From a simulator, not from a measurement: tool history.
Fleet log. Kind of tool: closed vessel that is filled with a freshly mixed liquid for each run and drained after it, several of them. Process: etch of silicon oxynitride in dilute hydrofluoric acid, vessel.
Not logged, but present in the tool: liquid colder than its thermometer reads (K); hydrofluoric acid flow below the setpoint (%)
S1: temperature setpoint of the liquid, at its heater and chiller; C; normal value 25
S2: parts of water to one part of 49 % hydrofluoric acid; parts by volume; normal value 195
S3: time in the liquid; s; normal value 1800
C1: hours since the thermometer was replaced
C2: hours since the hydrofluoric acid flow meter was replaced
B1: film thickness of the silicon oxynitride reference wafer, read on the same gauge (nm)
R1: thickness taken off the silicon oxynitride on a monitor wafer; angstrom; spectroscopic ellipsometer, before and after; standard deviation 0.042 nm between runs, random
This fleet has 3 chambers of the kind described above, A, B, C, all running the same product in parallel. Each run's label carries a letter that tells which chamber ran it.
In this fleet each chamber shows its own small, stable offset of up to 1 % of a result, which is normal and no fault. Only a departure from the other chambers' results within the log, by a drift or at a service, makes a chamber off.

| run | hour | S1 | S2 | S3 | C1 | C2 | B1 | R1 |
|---|---|---|---|---|---|---|---|---|
| 1C | 7.5 | 25 | 195 | 1800 | 787.6 | 376.3 | 129.96 | 129.15 |
| 2B | 12.1 | 25 | 195 | 1800 | 897.9 | 656 | 130.05 | 130.42 |
|  | 13.9 | chamber B: thermometer replaced |
| 3A | 17.3 | 25 | 195 | 1800 | 827.5 | 1619.3 | 130.04 | 128.5 |
| 4A | 23.4 | 25 | 195 | 1800 | 833.6 | 1625.4 | 129.97 | 127.78 |
| 5B | 32.2 | 25 | 195 | 1800 | 18.4 | 676.1 | 129.99 | 129.9 |
| 6C | 36.9 | 25 | 195 | 1800 | 817 | 405.7 | 130.01 | 129.89 |
| 7A | 41.8 | 25 | 265 | 2240 | 852 | 1643.8 | 129.99 | 111 |
| 8C | 48.7 | 25 | 265 | 2240 | 828.8 | 417.5 | 129.98 | 112.93 |
| 9B | 57 | 25 | 265 | 2240 | 43.2 | 700.9 | 129.99 | 113.71 |
| 10C | 64.5 | 25 | 240 | 1800 | 844.6 | 433.3 | 130.04 | 101.1 |
| 11A | 73.1 | 25 | 240 | 1800 | 883.3 | 1675.1 | 129.98 | 99.945 |
|  | 76.1 | chamber C: hydrofluoric acid flow meter replaced |
| 12B | 78.1 | 25 | 240 | 1800 | 64.3 | 722 | 130.05 | 102.08 |
| 13C | 84.8 | 25 | 195 | 1800 | 864.9 | 8.8 | 130 | 129.51 |
| 14A | 91.4 | 23 | 150 | 1800 | 901.6 | 1693.4 | 130.03 | 157.42 |
| 15B | 98.1 | 23 | 150 | 1800 | 84.3 | 742 | 130 | 160.31 |
| 16B | 107.4 | 23 | 150 | 1800 | 93.6 | 751.3 | 130.03 | 160.01 |
| 17A | 111.5 | 25 | 195 | 1800 | 921.7 | 1713.5 | 130 | 128.11 |
|  | 118.2 | chamber B: hydrofluoric acid flow meter replaced |
| 18C | 118.8 | 25 | 195 | 1800 | 898.9 | 42.8 | 130.03 | 127.68 |
| 19C | 127.9 | 25 | 195 | 1800 | 908 | 51.9 | 130.01 | 127.44 |
| 20B | 136 | 25 | 195 | 1800 | 122.2 | 17.8 | 130 | 130.11 |
| 21A | 143.6 | 25 | 195 | 1800 | 953.8 | 1745.6 | 130.01 | 127.9 |
| 22C | 152.7 | 25 | 195 | 1800 | 932.8 | 76.7 | 129.95 | 127.14 |
| 23A | 157.7 | 25 | 195 | 1800 | 967.9 | 1759.7 | 130.04 | 128.3 |
| 24B | 162.4 | 25 | 195 | 1800 | 148.6 | 44.2 | 130.01 | 130.28 |
| 25B | 166.8 | 25 | 195 | 1800 | 153 | 48.6 | 129.98 | 129.84 |
| 26A | 175.8 | 25 | 195 | 965 | 986 | 1777.8 | 130 | 69.022 |
| 27C | 184 | 25 | 195 | 965 | 964.1 | 108 | 130.01 | 67.951 |
| 28B | 190.4 | 25 | 195 | 965 | 176.6 | 72.2 | 130.05 | 69.414 |
| 29A | 195 | 25 | 195 | 2700 | 1005.2 | 1797 | 129.97 | 191.88 |
| 30C | 203 | 25 | 195 | 2700 | 983.1 | 127 | 130.01 | 190.54 |
| 31B | 212.3 | 25 | 195 | 2700 | 198.5 | 94.1 | 130.01 | 195.29 |
| 32A | 221.5 | 25 | 195 | 1800 | 1031.7 | 1823.5 | 130 | 126.88 |
| 33C | 225.9 | 25 | 195 | 1800 | 1006 | 149.9 | 129.96 | 125.85 |
| 34B | 233.6 | 25 | 195 | 1800 | 219.8 | 115.4 | 130 | 130.36 |
| 35C | 238.1 | 25 | 195 | 1800 | 1018.2 | 162.1 | 130.01 | 126.18 |
| 36A | 244.3 | 25 | 195 | 1800 | 1054.5 | 1846.3 | 130.02 | 127.91 |
| 37C | 250 | 25 | 120 | 1800 | 1030.1 | 174 | 129.99 | 215.14 |
| 38A | 254.4 | 25 | 120 | 1800 | 1064.6 | 1856.4 | 130.02 | 223.18 |

Is one chamber off against the others, does the gauge drift, or is nothing wrong? If a chamber is off, say which, and what the likeliest cause is.

One chamber, C, drifts off from the rest bit by bit.
Most likely cause: liquid colder than its thermometer reads (K) = 0.69.
Not necessarily distinguishable in this log from: hydrofluoric acid flow below the setpoint (%).

Below are 4 candidate recipes for chamber C's next run, each the usual settings with a change, their results shown as question marks. Which of them brings C's results back in line with what the other chambers give on the usual settings?
Allowed miss from the other chambers' usual-settings mean, per result, to count as in line: R1 1.5 angstrom
| 39C-1 | 261.2 | 25 | 195 | 1750 |  |  |  | ? |
| 39C-2 | 261.2 | 25 | 195 | 1850 |  |  |  | ? |
| 39C-3 | 261.2 | 25 | 195 | 1815 |  |  |  | ? |
| 39C-4 | 261.2 | 25 | 195 | 1785 |  |  |  | ? |

What the other chambers average on the usual settings: R1 128.97 angstrom
| run | R1 |
|---|---|
| 39C-1 | 121.39 |
| 39C-2 | 128.32 |
| 39C-3 | 125.9 |
| 39C-4 | 123.82 |
Change 39C-2 lands the chamber within the allowed miss of the other chambers.
